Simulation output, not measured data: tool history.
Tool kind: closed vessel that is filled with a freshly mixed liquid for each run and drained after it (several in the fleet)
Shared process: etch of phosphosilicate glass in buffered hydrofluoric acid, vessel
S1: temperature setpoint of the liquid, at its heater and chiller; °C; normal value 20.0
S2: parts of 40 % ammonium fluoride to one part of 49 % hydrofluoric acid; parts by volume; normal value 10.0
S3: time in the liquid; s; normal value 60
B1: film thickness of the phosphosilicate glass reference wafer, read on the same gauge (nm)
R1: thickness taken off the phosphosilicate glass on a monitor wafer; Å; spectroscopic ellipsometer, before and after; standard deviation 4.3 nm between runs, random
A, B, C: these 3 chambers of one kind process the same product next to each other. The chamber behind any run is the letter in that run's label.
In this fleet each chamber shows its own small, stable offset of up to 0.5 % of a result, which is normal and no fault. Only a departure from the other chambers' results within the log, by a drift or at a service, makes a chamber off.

run 1A day=0.258 | S1=20.0 S2=10.0 S3=60 | B1=90.015 | R1=4886.1
run 2B day=0.550 | S1=20.0 S2=10.0 S3=60 | B1=90.029 | R1=4811.0
run 3C day=1.054 | S1=20.0 S2=10.0 S3=60 | B1=90.001 | R1=4874.7
run 4A day=1.392 | S1=20.0 S2=10.0 S3=60 | B1=89.989 | R1=4858.0
run 5C day=1.704 | S1=20.0 S2=10.0 S3=60 | B1=89.985 | R1=4830.5
run 6B day=2.121 | S1=20.0 S2=10.0 S3=60 | B1=90.013 | R1=4817.7
run 7C day=2.362 | S1=20.0 S2=10.0 S3=60 | B1=90.001 | R1=4881.2
run 8A day=2.592 | S1=20.0 S2=10.0 S3=60 | B1=89.986 | R1=4786.7
run 9B day=2.842 | S1=20.0 S2=10.0 S3=60 | B1=90.026 | R1=4840.2
run 10A day=3.225 | S1=20.0 S2=10.0 S3=60 | B1=89.996 | R1=4855.8
run 11B day=3.588 | S1=20.0 S2=10.0 S3=60 | B1=90.000 | R1=4890.7
run 12C day=3.979 | S1=23.5 S2=14.0 S3=60 | B1=90.036 | R1=4211.0
-- day=4.192 chamber B: hydrofluoric acid flow meter replaced
run 13A day=4.454 | S1=23.5 S2=14.0 S3=60 | B1=89.997 | R1=4146.7
run 14B day=4.917 | S1=23.5 S2=14.0 S3=60 | B1=90.024 | R1=4225.0
run 15C day=5.262 | S1=20.0 S2=10.0 S3=60 | B1=90.004 | R1=4804.0
run 16C day=5.546 | S1=20.0 S2=10.0 S3=60 | B1=89.994 | R1=4896.4
run 17A day=5.929 | S1=20.0 S2=10.0 S3=60 | B1=90.017 | R1=4518.4
run 18B day=6.200 | S1=20.0 S2=10.0 S3=60 | B1=89.997 | R1=4873.5
run 19A day=6.662 | S1=20.0 S2=10.0 S3=60 | B1=90.024 | R1=4541.9
run 20C day=7.117 | S1=20.0 S2=8.5 S3=60 | B1=90.012 | R1=5593.6
run 21B day=7.462 | S1=20.0 S2=8.5 S3=60 | B1=90.017 | R1=5567.3
run 22C day=7.833 | S1=20.0 S2=8.5 S3=60 | B1=89.979 | R1=5455.5
run 23A day=8.208 | S1=20.0 S2=10.0 S3=60 | B1=90.020 | R1=4348.1
run 24B day=8.521 | S1=20.0 S2=10.0 S3=60 | B1=89.944 | R1=4872.3
run 25C day=8.812 | S1=20.0 S2=10.0 S3=90 | B1=89.975 | R1=7378.6
run 26A day=9.092 | S1=20.0 S2=10.0 S3=90 | B1=89.983 | R1=6473.4

What goes on in this fleet: one chamber off, a drifting gauge, or nothing beyond the chambers' own small offsets? Name the chamber and the cause, if any.

Little by little, chamber A moves away from the other chambers.
Cause: hydrofluoric acid flow below the setpoint (%) = 11.7.
The log may not tell that from: liquid colder than its thermometer reads (K).

Chamber A could run next with any of the 4 candidate recipes listed below; each alters the usual settings, and their results appear as question marks. Which one brings its results back in line with what the other chambers deliver on the usual settings?
In line here means within this much of the mean the other chambers give on the usual settings: R1 150.0 Å
run 27A-1 day=9.458 | S1=20.0 S2=9.5 S3=60 | R1=?
run 27A-2 day=9.458 | S1=19.0 S2=10.0 S3=60 | R1=?
run 27A-3 day=9.458 | S1=20.0 S2=9.5 S3=65 | R1=?
run 27A-4 day=9.458 | S1=20.0 S2=10.5 S3=55 | R1=?

The mean the other chambers reach with the usual settings: R1 4862.1 Å
run=27A-1 R1=4529.1
run=27A-2 R1=4068.8
run=27A-3 R1=4906.6
run=27A-4 R1=3762.9
27A-3 is the one that brings the chamber's results back in line with the other chambers.
